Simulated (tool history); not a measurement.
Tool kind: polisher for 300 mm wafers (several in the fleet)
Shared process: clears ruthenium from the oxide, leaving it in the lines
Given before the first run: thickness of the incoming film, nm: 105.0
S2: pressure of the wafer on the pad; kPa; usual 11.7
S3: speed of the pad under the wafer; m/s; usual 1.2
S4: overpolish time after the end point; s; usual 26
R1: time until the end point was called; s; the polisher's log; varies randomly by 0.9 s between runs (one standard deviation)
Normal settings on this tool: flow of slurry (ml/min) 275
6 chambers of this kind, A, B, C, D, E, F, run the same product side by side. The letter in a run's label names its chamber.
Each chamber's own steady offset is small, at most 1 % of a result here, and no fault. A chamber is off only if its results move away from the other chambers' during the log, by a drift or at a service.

At hour 2.9: chamber C: worn pad replaced by a new one.
Run 1A, hour 8.5: usual settings. Result: R1 77.052 s.
Run 2D, hour 16.5: usual settings. Result: R1 78.171 s.
At hour 18.3: chamber B: worn pad replaced by a new one.
Run 3F, hour 24.9: usual settings. Result: R1 76.645 s.
At hour 25.3: chamber D: worn pad replaced by a new one.
Run 4B, hour 35: usual settings. Result: R1 77.947 s.
At hour 35.8: chamber E: worn pad replaced by a new one.
At hour 36.2: chamber A: worn pad replaced by a new one.
Run 5E, hour 40: usual settings. Result: R1 75.951 s.
Run 6C, hour 45.5: usual settings but flow of slurry (ml/min) 345. Result: R1 74.951 s.
Run 7C, hour 55.9: usual settings but flow of slurry (ml/min) 345. Result: R1 75.54 s.
Run 8E, hour 62.1: usual settings but flow of slurry (ml/min) 345. Result: R1 76.358 s.
At hour 69.2: chamber D: head pressure recalibrated.
Run 9D, hour 70.2: usual settings but flow of slurry (ml/min) 345. Result: R1 74.882 s.
Run 10F, hour 76.4: usual settings but flow of slurry (ml/min) 345. Result: R1 74.201 s.
At hour 77.8: chamber C: worn pad replaced by a new one.
Run 11B, hour 84: usual settings but flow of slurry (ml/min) 345. Result: R1 74.25 s.
Run 12A, hour 91.1: usual settings. Result: R1 77.541 s.
At hour 92.8: chamber F: worn pad replaced by a new one.
At hour 95.1: chamber D: slurry nozzle cleaned.
Run 13D, hour 97.2: usual settings. Result: R1 76.244 s.
Run 14B, hour 107.7: usual settings. Result: R1 77.469 s.
Run 15A, hour 116.1: usual settings. Result: R1 78.026 s.
Run 16C, hour 122.2: usual settings. Result: R1 78.089 s.
Run 17E, hour 129.1: usual settings. Result: R1 75.681 s.
Run 18F, hour 137.8: usual settings. Result: R1 76.774 s.
At hour 139.4: chamber C: worn pad replaced by a new one.
At hour 140.9: chamber A: worn pad replaced by a new one.
Run 19A, hour 148.6: usual settings. Result: R1 79.569 s.
At hour 153.6: chamber E: worn pad replaced by a new one.
Run 20E, hour 156.5: usual settings. Result: R1 76.19 s.
Run 21D, hour 164: usual settings but S3 1.46 m/s. Result: R1 62.86 s.
Run 22B, hour 171.1: usual settings but S3 1.46 m/s. Result: R1 62.554 s.
At hour 173.5: chamber D: worn pad replaced by a new one.
At hour 174.5: chamber A: slurry nozzle cleaned.
Run 23C, hour 180.8: usual settings but S3 1.46 m/s. Result: R1 63.712 s.
At hour 183.2: chamber B: worn pad replaced by a new one.
Run 24F, hour 189.1: usual settings but S3 1.46 m/s. Result: R1 63.752 s.
Run 25B, hour 198.6: usual settings but S3 1.46 m/s. Result: R1 63.231 s.
At hour 199.8: chamber C: worn pad replaced by a new one.
Run 26E, hour 207.3: usual settings but S3 1.46 m/s. Result: R1 62.719 s.
At hour 209.4: chamber F: worn pad replaced by a new one.
At hour 209.6: chamber E: slurry nozzle cleaned.
Run 27C, hour 213.1: usual settings. Result: R1 76.432 s.
Run 28A, hour 219.5: usual settings. Result: R1 79.689 s.
Run 29D, hour 229.5: usual settings. Result: R1 75.76 s.
Run 30F, hour 237.5: usual settings. Result: R1 77.631 s.
At hour 240.2: chamber B: head pressure recalibrated.
Run 31D, hour 242.5: usual settings. Result: R1 76.495 s.
Run 32A, hour 248.1: usual settings. Result: R1 80.023 s.
Run 33B, hour 256.4: usual settings. Result: R1 77.798 s.
At hour 257.8: chamber C: head pressure recalibrated.
At hour 264.1: chamber C: slurry nozzle cleaned.
Run 34F, hour 264.3: usual settings but flow of slurry (ml/min) 330, S2 9 kPa. Result: R1 97.818 s.
At hour 270.6: chamber C: worn pad replaced by a new one.
Run 35C, hour 272.4: usual settings but flow of slurry (ml/min) 330, S2 9 kPa. Result: R1 97.987 s.
At hour 274.4: chamber A: worn pad replaced by a new one.
Run 36E, hour 283.7: usual settings but flow of slurry (ml/min) 330, S2 9 kPa. Result: R1 98.314 s.
At hour 285: chamber E: worn pad replaced by a new one.
At hour 289.8: chamber F: slurry nozzle cleaned.
At hour 292.2: chamber E: head pressure recalibrated.
Run 37D, hour 294.8: usual settings but flow of slurry (ml/min) 330, S2 9 kPa. Result: R1 99.98 s.
Run 38F, hour 299.7: usual settings but flow of slurry (ml/min) 330, S2 9 kPa. Result: R1 98.573 s.
Run 39C, hour 310.3: usual settings but flow of slurry (ml/min) 330, S2 9 kPa. Result: R1 97.055 s.
Run 40A, hour 319.3: usual settings. Result: R1 83.205 s.
Run 41E, hour 324.4: usual settings but flow of slurry (ml/min) 220. Result: R1 77.101 s.
Run 42B, hour 335.1: usual settings but flow of slurry (ml/min) 220. Result: R1 81.473 s.
At hour 339.2: chamber B: worn pad replaced by a new one.
Run 43D, hour 340.9: usual settings but flow of slurry (ml/min) 220. Result: R1 80.196 s.
Run 44B, hour 349.5: usual settings but flow of slurry (ml/min) 220. Result: R1 79.042 s.

Decide between three cases: one chamber stands off from its peers, the gauge reading all wafers drifts, or nothing is wrong past each chamber's small offset. Where a chamber is off, say which and what most likely put it there.

Chamber A drifts away from the others.
What lies behind it: head's pressure below its setpoint, % = 6.73.

Chamber A could run next with any of the 4 candidate recipes listed below; each alters the usual settings, and their results appear as question marks. Which one brings its results back in line with what the other chambers deliver on the usual settings?
Counts as in line when no further than this from what the other chambers average on the usual settings: R1 3.2 s
Run 45A-1, hour 357.6: usual settings but S2 11 kPa, S3 1.1 m/s. Result: R1 ?.
Run 45A-2, hour 357.6: usual settings but flow of slurry (ml/min) 280, S3 1.38 m/s. Result: R1 ?.
Run 45A-3, hour 357.6: usual settings but S3 1.1 m/s. Result: R1 ?.
Run 45A-4, hour 357.6: usual settings but S2 12.4 kPa, S3 1.24 m/s. Result: R1 ?.

Usual-settings mean across the other chambers: R1 77.225 s
  run      R1
45A-1  97.265
45A-2  72.614
45A-3  91.458
45A-4   76.47
It is 45A-4 that realigns the chamber with its peers.

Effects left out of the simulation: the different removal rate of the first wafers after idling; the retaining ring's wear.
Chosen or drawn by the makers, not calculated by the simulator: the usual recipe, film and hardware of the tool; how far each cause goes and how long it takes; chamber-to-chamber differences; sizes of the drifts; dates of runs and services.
